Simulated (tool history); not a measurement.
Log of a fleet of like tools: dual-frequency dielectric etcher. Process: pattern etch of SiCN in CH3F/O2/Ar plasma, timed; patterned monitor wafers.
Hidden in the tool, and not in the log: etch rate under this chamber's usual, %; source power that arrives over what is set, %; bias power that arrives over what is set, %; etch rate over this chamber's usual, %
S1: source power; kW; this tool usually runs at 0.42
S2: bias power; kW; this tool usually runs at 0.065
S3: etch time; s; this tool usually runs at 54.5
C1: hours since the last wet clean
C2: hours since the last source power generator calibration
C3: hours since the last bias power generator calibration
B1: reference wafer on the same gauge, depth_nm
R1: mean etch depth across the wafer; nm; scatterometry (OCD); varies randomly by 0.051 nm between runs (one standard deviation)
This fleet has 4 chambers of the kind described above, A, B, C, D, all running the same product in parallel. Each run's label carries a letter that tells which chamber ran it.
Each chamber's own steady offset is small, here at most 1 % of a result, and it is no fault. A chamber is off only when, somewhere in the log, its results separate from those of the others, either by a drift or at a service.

{"run": "1A", "hour": 5.7, "S1": 0.42, "S2": 0.065, "S3": 54.5, "C1": 348.9, "C2": 2875, "C3": 307, "B1": 17.59, "R1": 20.013}
{"run": "2C", "hour": 11.3, "S1": 0.42, "S2": 0.065, "S3": 54.5, "C1": 251.2, "C2": 1824.7, "C3": 1331.7, "B1": 17.595, "R1": 20.178}
{"run": "3B", "hour": 19.0, "S1": 0.42, "S2": 0.065, "S3": 54.5, "C1": 535.7, "C2": 1501.5, "C3": 76.1, "B1": 17.596, "R1": 19.904}
{"run": "4D", "hour": 26.0, "S1": 0.42, "S2": 0.065, "S3": 54.5, "C1": 332.7, "C2": 1044.8, "C3": 42.6, "B1": 17.611, "R1": 20.008}
{"run": "5D", "hour": 34.8, "S1": 0.42, "S2": 0.065, "S3": 54.5, "C1": 341.5, "C2": 1053.6, "C3": 51.4, "B1": 17.593, "R1": 20.041}
{"run": "6B", "hour": 43.6, "S1": 0.42, "S2": 0.065, "S3": 54.5, "C1": 560.3, "C2": 1526.1, "C3": 100.7, "B1": 17.597, "R1": 20.02}
{"run": "7C", "hour": 53.4, "S1": 0.42, "S2": 0.065, "S3": 54.5, "C1": 293.3, "C2": 1866.8, "C3": 1373.8, "B1": 17.591, "R1": 20.205}
{"run": "8A", "hour": 61.1, "S1": 0.42, "S2": 0.065, "S3": 54.5, "C1": 404.3, "C2": 2930.4, "C3": 362.4, "B1": 17.6, "R1": 19.903}
{"run": "9D", "hour": 68.7, "S1": 0.42, "S2": 0.065, "S3": 54.5, "C1": 375.4, "C2": 1087.5, "C3": 85.3, "B1": 17.602, "R1": 20.095}
{"run": "10B", "hour": 75.8, "S1": 0.42, "S2": 0.065, "S3": 65, "C1": 592.5, "C2": 1558.3, "C3": 132.9, "B1": 17.606, "R1": 23.99}
{"hour": 76.3, "done": "chamber B: wet clean of the chamber"}
{"run": "11C", "hour": 82.0, "S1": 0.42, "S2": 0.065, "S3": 65, "C1": 321.9, "C2": 1895.4, "C3": 1402.4, "B1": 17.603, "R1": 24.07}
{"hour": 87.4, "done": "chamber A: wet clean of the chamber"}
{"run": "12A", "hour": 93.3, "S1": 0.42, "S2": 0.065, "S3": 65, "C1": 5.9, "C2": 2962.6, "C3": 394.6, "B1": 17.606, "R1": 23.301}
{"run": "13A", "hour": 98.8, "S1": 0.42, "S2": 0.065, "S3": 65, "C1": 11.4, "C2": 2968.1, "C3": 400.1, "B1": 17.612, "R1": 23.393}
{"run": "14C", "hour": 108.4, "S1": 0.42, "S2": 0.065, "S3": 54.5, "C1": 348.3, "C2": 1921.8, "C3": 1428.8, "B1": 17.609, "R1": 20.173}
{"run": "15D", "hour": 117.3, "S1": 0.42, "S2": 0.065, "S3": 54.5, "C1": 424, "C2": 1136.1, "C3": 133.9, "B1": 17.602, "R1": 19.995}
{"run": "16B", "hour": 122.8, "S1": 0.42, "S2": 0.065, "S3": 54.5, "C1": 46.5, "C2": 1605.3, "C3": 179.9, "B1": 17.596, "R1": 20.041}
{"run": "17C", "hour": 129.2, "S1": 0.42, "S2": 0.065, "S3": 54.5, "C1": 369.1, "C2": 1942.6, "C3": 1449.6, "B1": 17.599, "R1": 20.197}
{"run": "18D", "hour": 137.8, "S1": 0.42, "S2": 0.065, "S3": 54.5, "C1": 444.5, "C2": 1156.6, "C3": 154.4, "B1": 17.598, "R1": 20.002}
{"run": "19A", "hour": 143.4, "S1": 0.42, "S2": 0.065, "S3": 54.5, "C1": 56, "C2": 3012.7, "C3": 444.7, "B1": 17.602, "R1": 19.576}
{"run": "20B", "hour": 150.3, "S1": 0.42, "S2": 0.065, "S3": 54.5, "C1": 74, "C2": 1632.8, "C3": 207.4, "B1": 17.6, "R1": 19.983}
{"run": "21D", "hour": 158.0, "S1": 0.42, "S2": 0.065, "S3": 54.5, "C1": 464.7, "C2": 1176.8, "C3": 174.6, "B1": 17.607, "R1": 19.902}
{"run": "22C", "hour": 164.6, "S1": 0.42, "S2": 0.065, "S3": 54.5, "C1": 404.5, "C2": 1978, "C3": 1485, "B1": 17.597, "R1": 20.133}
{"hour": 170.5, "done": "chamber A: source power generator calibrated"}
{"run": "23A", "hour": 175.6, "S1": 0.42, "S2": 0.065, "S3": 54.5, "C1": 88.2, "C2": 5.2, "C3": 476.9, "B1": 17.595, "R1": 19.624}
{"run": "24B", "hour": 181.3, "S1": 0.42, "S2": 0.065, "S3": 54.5, "C1": 105, "C2": 1663.8, "C3": 238.4, "B1": 17.605, "R1": 19.951}
{"run": "25D", "hour": 192.4, "S1": 0.42, "S2": 0.065, "S3": 54.5, "C1": 499.1, "C2": 1211.2, "C3": 209, "B1": 17.594, "R1": 20.091}
{"run": "26A", "hour": 201.1, "S1": 0.42, "S2": 0.065, "S3": 54.5, "C1": 113.7, "C2": 30.7, "C3": 502.4, "B1": 17.6, "R1": 19.601}
{"run": "27B", "hour": 206.5, "S1": 0.42, "S2": 0.065, "S3": 54.5, "C1": 130.2, "C2": 1689, "C3": 263.6, "B1": 17.601, "R1": 19.993}

Read the log: is a single chamber off, either drifting away or since a service, is the gauge that measures every chamber drifting, or is nothing wrong beyond small per-chamber offsets? Name any odd chamber and what most likely caused it.

After it was serviced, chamber A no longer matches the other chambers.
What lies behind it: etch rate under this chamber's usual, % = 1.82.

Chamber A could run next with any of the 4 candidate recipes listed below; each alters the usual settings, and their results appear as question marks. Which one brings its results back in line with what the other chambers deliver on the usual settings?
Maximum distance from the other chambers' mean on the usual settings for a result to count as in line: R1 0.18 nm
{"run": "28A-1", "hour": 214.8, "S1": 0.42, "S2": 0.065, "S3": 55, "R1": "?"}
{"run": "28A-2", "hour": 214.8, "S1": 0.42, "S2": 0.065, "S3": 56, "R1": "?"}
{"run": "28A-3", "hour": 214.8, "S1": 0.42, "S2": 0.065, "S3": 53, "R1": "?"}
{"run": "28A-4", "hour": 214.8, "S1": 0.42, "S2": 0.065, "S3": 54, "R1": "?"}

What the other chambers average on the usual settings: R1 20.086 nm
run=28A-1 R1=19.79
run=28A-2 R1=20.15
run=28A-3 R1=19.07
run=28A-4 R1=19.43
Change 28A-2 lands the chamber within the allowed miss of the other chambers.
